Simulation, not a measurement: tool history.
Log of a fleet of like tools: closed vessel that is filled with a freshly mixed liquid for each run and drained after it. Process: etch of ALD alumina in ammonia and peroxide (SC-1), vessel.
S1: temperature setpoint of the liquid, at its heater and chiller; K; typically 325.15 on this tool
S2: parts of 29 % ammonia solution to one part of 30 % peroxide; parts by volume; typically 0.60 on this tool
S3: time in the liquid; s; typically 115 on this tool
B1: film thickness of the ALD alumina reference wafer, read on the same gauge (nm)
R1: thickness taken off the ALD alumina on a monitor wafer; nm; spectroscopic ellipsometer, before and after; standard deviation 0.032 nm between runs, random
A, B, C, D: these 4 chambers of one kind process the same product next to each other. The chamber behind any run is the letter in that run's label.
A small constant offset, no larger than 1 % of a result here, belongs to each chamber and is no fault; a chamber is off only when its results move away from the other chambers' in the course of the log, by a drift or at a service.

| run | hour | S1 | S2 | S3 | B1 | R1 |
|---|---|---|---|---|---|---|
| 1D | 8.9 | 325.15 | 0.60 | 115 | 60.000 | 7.6192 |
| 2A | 16.5 | 325.15 | 0.60 | 115 | 59.999 | 7.6980 |
| 3C | 26.1 | 325.15 | 0.60 | 115 | 59.998 | 7.7207 |
| 4B | 33.0 | 325.15 | 0.60 | 115 | 59.985 | 7.6605 |
| 5A | 41.3 | 316.15 | 0.80 | 115 | 60.005 | 4.7672 |
| 6D | 53.8 | 316.15 | 0.80 | 115 | 59.987 | 4.7236 |
| 7B | 62.2 | 316.15 | 0.80 | 115 | 60.006 | 4.7416 |
| 8C | 69.9 | 316.15 | 0.80 | 115 | 59.987 | 4.7509 |
| 9A | 80.2 | 325.15 | 0.60 | 115 | 60.016 | 7.7434 |
| 10B | 94.7 | 325.15 | 0.60 | 115 | 60.029 | 7.7142 |
| 11D | 102.8 | 325.15 | 0.60 | 115 | 60.013 | 7.6581 |
|  | 108.1 | chamber C: new drum of ammonia solution connected |
| 12C | 110.9 | 325.15 | 0.60 | 115 | 60.001 | 7.7303 |
| 13C | 120.8 | 325.15 | 0.60 | 115 | 60.008 | 7.6934 |
| 14B | 128.3 | 325.15 | 0.60 | 115 | 60.004 | 7.6249 |
| 15D | 138.9 | 325.15 | 0.60 | 115 | 59.989 | 7.6192 |
| 16A | 152.9 | 325.15 | 0.85 | 115 | 59.995 | 7.9729 |
| 17B | 164.7 | 325.15 | 0.85 | 115 | 60.018 | 7.9561 |
| 18A | 172.0 | 325.15 | 0.85 | 115 | 60.042 | 7.9757 |
| 19C | 183.1 | 325.15 | 0.85 | 115 | 59.994 | 7.9316 |
| 20D | 191.1 | 325.15 | 0.60 | 115 | 59.966 | 7.6336 |
| 21B | 202.3 | 325.15 | 0.60 | 115 | 60.010 | 7.6495 |
| 22D | 215.2 | 325.15 | 0.60 | 115 | 59.986 | 7.5609 |
| 23A | 227.2 | 325.15 | 0.60 | 155 | 60.028 | 10.3950 |
| 24C | 238.9 | 325.15 | 0.60 | 155 | 60.015 | 10.3810 |
|  | 252.5 | chamber D: new drum of ammonia solution connected |
| 25C | 253.0 | 325.15 | 0.60 | 155 | 59.996 | 10.4140 |
| 26A | 261.1 | 325.15 | 0.60 | 155 | 60.005 | 10.4390 |
| 27B | 269.7 | 325.15 | 0.60 | 115 | 59.979 | 7.6590 |
| 28D | 278.1 | 325.15 | 0.60 | 160 | 60.010 | 10.6290 |
| 29C | 286.8 | 325.15 | 0.60 | 160 | 60.023 | 10.7870 |
| 30A | 302.2 | 325.15 | 0.60 | 160 | 59.994 | 10.8050 |
| 31D | 310.8 | 325.15 | 0.60 | 160 | 59.976 | 10.6210 |
| 32B | 321.4 | 325.15 | 0.60 | 65 | 59.998 | 4.3339 |
| 33A | 335.2 | 325.15 | 0.60 | 65 | 60.014 | 4.3634 |

Next, all 4 chambers run the settings below, one line each with question marks for the results. What does each chamber give?
| 34A | 346.4 | 325.15 | 0.60 | 55 |  | ? |
| 34B | 346.4 | 325.15 | 0.60 | 55 |  | ? |
| 34C | 346.4 | 325.15 | 0.60 | 55 |  | ? |
| 34D | 346.4 | 325.15 | 0.60 | 55 |  | ? |

| run | R1 |
|---|---|
| 34A | 3.6943 |
| 34B | 3.6515 |
| 34C | 3.7076 |
| 34D | 3.6646 |

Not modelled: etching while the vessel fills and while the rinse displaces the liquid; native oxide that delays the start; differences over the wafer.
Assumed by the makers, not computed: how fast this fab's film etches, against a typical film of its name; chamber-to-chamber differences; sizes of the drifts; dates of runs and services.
